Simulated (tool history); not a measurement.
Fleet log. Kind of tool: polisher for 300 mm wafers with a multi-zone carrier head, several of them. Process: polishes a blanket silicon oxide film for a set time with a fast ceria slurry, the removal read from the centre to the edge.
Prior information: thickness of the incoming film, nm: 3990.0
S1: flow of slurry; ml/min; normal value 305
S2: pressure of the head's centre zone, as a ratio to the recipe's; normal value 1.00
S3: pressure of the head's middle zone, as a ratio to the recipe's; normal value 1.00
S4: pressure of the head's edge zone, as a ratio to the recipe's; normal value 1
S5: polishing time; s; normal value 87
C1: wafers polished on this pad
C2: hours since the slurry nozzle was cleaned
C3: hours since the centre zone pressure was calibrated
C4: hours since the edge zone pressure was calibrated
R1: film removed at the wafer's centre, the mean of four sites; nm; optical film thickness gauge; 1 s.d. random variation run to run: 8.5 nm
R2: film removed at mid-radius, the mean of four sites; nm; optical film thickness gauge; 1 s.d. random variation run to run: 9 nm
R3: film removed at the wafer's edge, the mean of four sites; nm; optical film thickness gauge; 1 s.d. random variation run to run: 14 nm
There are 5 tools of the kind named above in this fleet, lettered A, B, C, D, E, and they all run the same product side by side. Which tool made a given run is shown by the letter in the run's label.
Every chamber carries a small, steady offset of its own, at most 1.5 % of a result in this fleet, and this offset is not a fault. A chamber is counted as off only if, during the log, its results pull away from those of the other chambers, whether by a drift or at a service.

Run 1D, hour 3.8: usual settings; C1 184; C2 311.5; C3 283.3; C4 156.4. Result: R1 1345.90 nm, R2 1318.8 nm, R3 1333.0 nm.
At hour 6.3: chamber B: worn pad replaced by a new one.
Run 2E, hour 9.6: usual settings; C1 291; C2 158.6; C3 10.6; C4 272.6. Result: R1 1312.40 nm, R2 1342.8 nm, R3 1317.3 nm.
At hour 15.9: chamber A: worn pad replaced by a new one.
Run 3B, hour 16.9: usual settings; C1 89; C2 378.9; C3 498.3; C4 533.2. Result: R1 1333.50 nm, R2 1336.6 nm, R3 1333.4 nm.
Run 4A, hour 22.8: usual settings; C1 58; C2 282.2; C3 531.1; C4 449.8. Result: R1 1347.40 nm, R2 1328.5 nm, R3 1328.9 nm.
Run 5C, hour 27.6: usual settings; C1 585; C2 397.0; C3 410.0; C4 668.6. Result: R1 1328.80 nm, R2 1354.5 nm, R3 1365.7 nm.
At hour 29.3: chamber D: centre zone pressure recalibrated.
Run 6A, hour 31.8: usual settings; C1 134; C2 291.2; C3 540.1; C4 458.8. Result: R1 1359.00 nm, R2 1337.4 nm, R3 1339.4 nm.
At hour 35.1: chamber C: edge zone pressure recalibrated.
Run 7E, hour 37.8: usual settings; C1 529; C2 186.8; C3 38.8; C4 300.8. Result: R1 1335.00 nm, R2 1314.4 nm, R3 1321.3 nm.
At hour 39.2: chamber E: slurry nozzle cleaned.
Run 8D, hour 42.4: usual settings; C1 509; C2 350.1; C3 13.2; C4 195.0. Result: R1 1346.10 nm, R2 1332.2 nm, R3 1321.2 nm.
Run 9C, hour 48.2: usual settings; C1 759; C2 417.6; C3 430.6; C4 13.2. Result: R1 1312.30 nm, R2 1316.7 nm, R3 1349.1 nm.
Run 10B, hour 53.8: usual settings; C1 400; C2 415.8; C3 535.2; C4 570.1. Result: R1 1339.00 nm, R2 1334.6 nm, R3 1333.0 nm.
Run 11C, hour 58.2: usual settings; C1 843; C2 427.6; C3 440.6; C4 23.2. Result: R1 1296.60 nm, R2 1328.3 nm, R3 1316.2 nm.
Run 12B, hour 62.4: usual settings; C1 472; C2 424.4; C3 543.8; C4 578.7. Result: R1 1342.20 nm, R2 1332.6 nm, R3 1346.7 nm.
Run 13D, hour 68.1: usual settings; C1 725; C2 375.8; C3 38.9; C4 220.7. Result: R1 1345.70 nm, R2 1327.3 nm, R3 1330.8 nm.
Run 14E, hour 71.7: usual settings; C1 814; C2 32.5; C3 72.7; C4 334.7. Result: R1 1316.70 nm, R2 1309.5 nm, R3 1300.8 nm.
Run 15A, hour 77.4: usual settings; C1 517; C2 336.8; C3 585.7; C4 504.4. Result: R1 1344.30 nm, R2 1316.2 nm, R3 1347.6 nm.
Run 16E, hour 84.5: usual settings but S3 0.92; C1 922; C2 45.3; C3 85.5; C4 347.5. Result: R1 1325.60 nm, R2 1209.5 nm, R3 1312.9 nm.
At hour 86.4: chamber C: centre zone pressure recalibrated.
Run 17C, hour 91.9: usual settings but S3 0.92; C1 1127; C2 461.3; C3 5.6; C4 56.9. Result: R1 1292.50 nm, R2 1210.8 nm, R3 1308.4 nm.
Run 18B, hour 98.6: usual settings but S3 0.92; C1 777; C2 460.6; C3 580.0; C4 614.9. Result: R1 1339.50 nm, R2 1241.1 nm, R3 1362.6 nm.
At hour 102.0: chamber A: slurry nozzle cleaned.
Run 19A, hour 102.2: usual settings but S3 0.92; C1 726; C2 0.2; C3 610.5; C4 529.2. Result: R1 1341.00 nm, R2 1241.4 nm, R3 1347.6 nm.
At hour 104.1: chamber E: worn pad replaced by a new one.
Run 20D, hour 108.8: usual settings but S3 0.92; C1 1068; C2 416.5; C3 79.6; C4 261.4. Result: R1 1352.10 nm, R2 1235.4 nm, R3 1322.0 nm.
At hour 112.7: chamber B: worn pad replaced by a new one.
At hour 112.9: chamber D: worn pad replaced by a new one.
Run 21B, hour 112.9: usual settings; C1 1; C2 474.9; C3 594.3; C4 629.2. Result: R1 1341.00 nm, R2 1330.4 nm, R3 1352.7 nm.
Run 22D, hour 117.1: usual settings but S1 350 ml/min; C1 36; C2 424.8; C3 87.9; C4 269.7. Result: R1 1352.00 nm, R2 1350.2 nm, R3 1327.1 nm.
Run 23E, hour 122.7: usual settings but S1 350 ml/min; C1 157; C2 83.5; C3 123.7; C4 385.7. Result: R1 1332.70 nm, R2 1352.5 nm, R3 1318.8 nm.
Run 24C, hour 126.1: usual settings but S1 350 ml/min; C1 1415; C2 495.5; C3 39.8; C4 91.1. Result: R1 1299.20 nm, R2 1298.3 nm, R3 1281.8 nm.
Run 25A, hour 130.6: usual settings but S1 350 ml/min; C1 965; C2 28.6; C3 638.9; C4 557.6. Result: R1 1354.70 nm, R2 1351.4 nm, R3 1365.8 nm.
Run 26D, hour 136.4: usual settings but S1 350 ml/min; C1 198; C2 444.1; C3 107.2; C4 289.0. Result: R1 1352.90 nm, R2 1333.9 nm, R3 1349.7 nm.
Run 27C, hour 140.7: usual settings; C1 1538; C2 510.1; C3 54.4; C4 105.7. Result: R1 1245.10 nm, R2 1271.3 nm, R3 1279.2 nm.
Run 28A, hour 146.0: usual settings; C1 1095; C2 44.0; C3 654.3; C4 573.0. Result: R1 1344.70 nm, R2 1333.8 nm, R3 1366.2 nm.
Run 29B, hour 150.6: usual settings; C1 319; C2 512.6; C3 632.0; C4 666.9. Result: R1 1347.20 nm, R2 1348.8 nm, R3 1335.3 nm.
Run 30E, hour 155.8: usual settings; C1 435; C2 116.6; C3 156.8; C4 418.8. Result: R1 1324.10 nm, R2 1305.0 nm, R3 1315.9 nm.
Run 31B, hour 162.0: usual settings; C1 415; C2 524.0; C3 643.4; C4 678.3. Result: R1 1346.40 nm, R2 1337.5 nm, R3 1325.1 nm.
Run 32E, hour 169.5: usual settings; C1 551; C2 130.3; C3 170.5; C4 432.5. Result: R1 1327.60 nm, R2 1332.5 nm, R3 1330.3 nm.
Run 33C, hour 176.1: usual settings; C1 1836; C2 545.5; C3 89.8; C4 141.1. Result: R1 1252.70 nm, R2 1256.1 nm, R3 1257.3 nm.
Run 34D, hour 180.0: usual settings; C1 565; C2 487.7; C3 150.8; C4 332.6. Result: R1 1345.80 nm, R2 1347.6 nm, R3 1333.1 nm.
Run 35A, hour 185.0: usual settings; C1 1423; C2 83.0; C3 693.3; C4 612.0. Result: R1 1356.20 nm, R2 1335.0 nm, R3 1348.4 nm.
At hour 187.6: chamber A: worn pad replaced by a new one.
Run 36E, hour 189.7: usual settings; C1 721; C2 150.5; C3 190.7; C4 452.7. Result: R1 1315.70 nm, R2 1311.9 nm, R3 1323.8 nm.
Run 37C, hour 195.1: usual settings; C1 1996; C2 564.5; C3 108.8; C4 160.1. Result: R1 1242.60 nm, R2 1258.7 nm, R3 1222.6 nm.
At hour 195.9: chamber B: worn pad replaced by a new one.
At hour 198.2: chamber D: edge zone pressure recalibrated.
Run 38D, hour 201.3: usual settings; C1 745; C2 509.0; C3 172.1; C4 3.2. Result: R1 1340.90 nm, R2 1329.9 nm, R3 1337.6 nm.
Run 39B, hour 208.1: usual settings; C1 102; C2 570.1; C3 689.5; C4 724.4. Result: R1 1319.90 nm, R2 1325.6 nm, R3 1335.6 nm.
Run 40A, hour 214.3: usual settings; C1 225; C2 112.3; C3 722.6; C4 641.3. Result: R1 1336.50 nm, R2 1333.6 nm, R3 1352.7 nm.
Run 41B, hour 220.1: usual settings; C1 203; C2 582.1; C3 701.5; C4 736.4. Result: R1 1332.20 nm, R2 1327.2 nm, R3 1347.0 nm.
At hour 221.9: chamber C: slurry nozzle cleaned.
Run 42D, hour 223.7: usual settings; C1 933; C2 531.4; C3 194.5; C4 25.6. Result: R1 1338.40 nm, R2 1319.3 nm, R3 1373.0 nm.
Run 43C, hour 230.0: usual settings but S2 1.05, S5 76 s; C1 2289; C2 8.1; C3 143.7; C4 195.0. Result: R1 1122.10 nm, R2 1074.8 nm, R3 1067.5 nm.
Run 44E, hour 233.5: usual settings but S2 1.05, S5 76 s; C1 1090; C2 194.3; C3 234.5; C4 496.5. Result: R1 1207.60 nm, R2 1146.5 nm, R3 1162.5 nm.

The same settings go to every chamber for the next run, one line per chamber below. Forecast the results for each:
Run 45A, hour 239.0: usual settings but S5 72 s. Result: R1 ?, R2 ?, R3 ?.
Run 45B, hour 239.0: usual settings but S5 72 s. Result: R1 ?, R2 ?, R3 ?.
Run 45C, hour 239.0: usual settings but S5 72 s. Result: R1 ?, R2 ?, R3 ?.
Run 45D, hour 239.0: usual settings but S5 72 s. Result: R1 ?, R2 ?, R3 ?.
Run 45E, hour 239.0: usual settings but S5 72 s. Result: R1 ?, R2 ?, R3 ?.

run       R1      R2      R3
45A  1120.60  1100.3  1112.7
45B  1096.20  1119.7  1101.0
45C   995.21  1012.4  1024.3
45D  1101.70  1095.7  1106.6
45E  1100.30  1097.0  1097.1
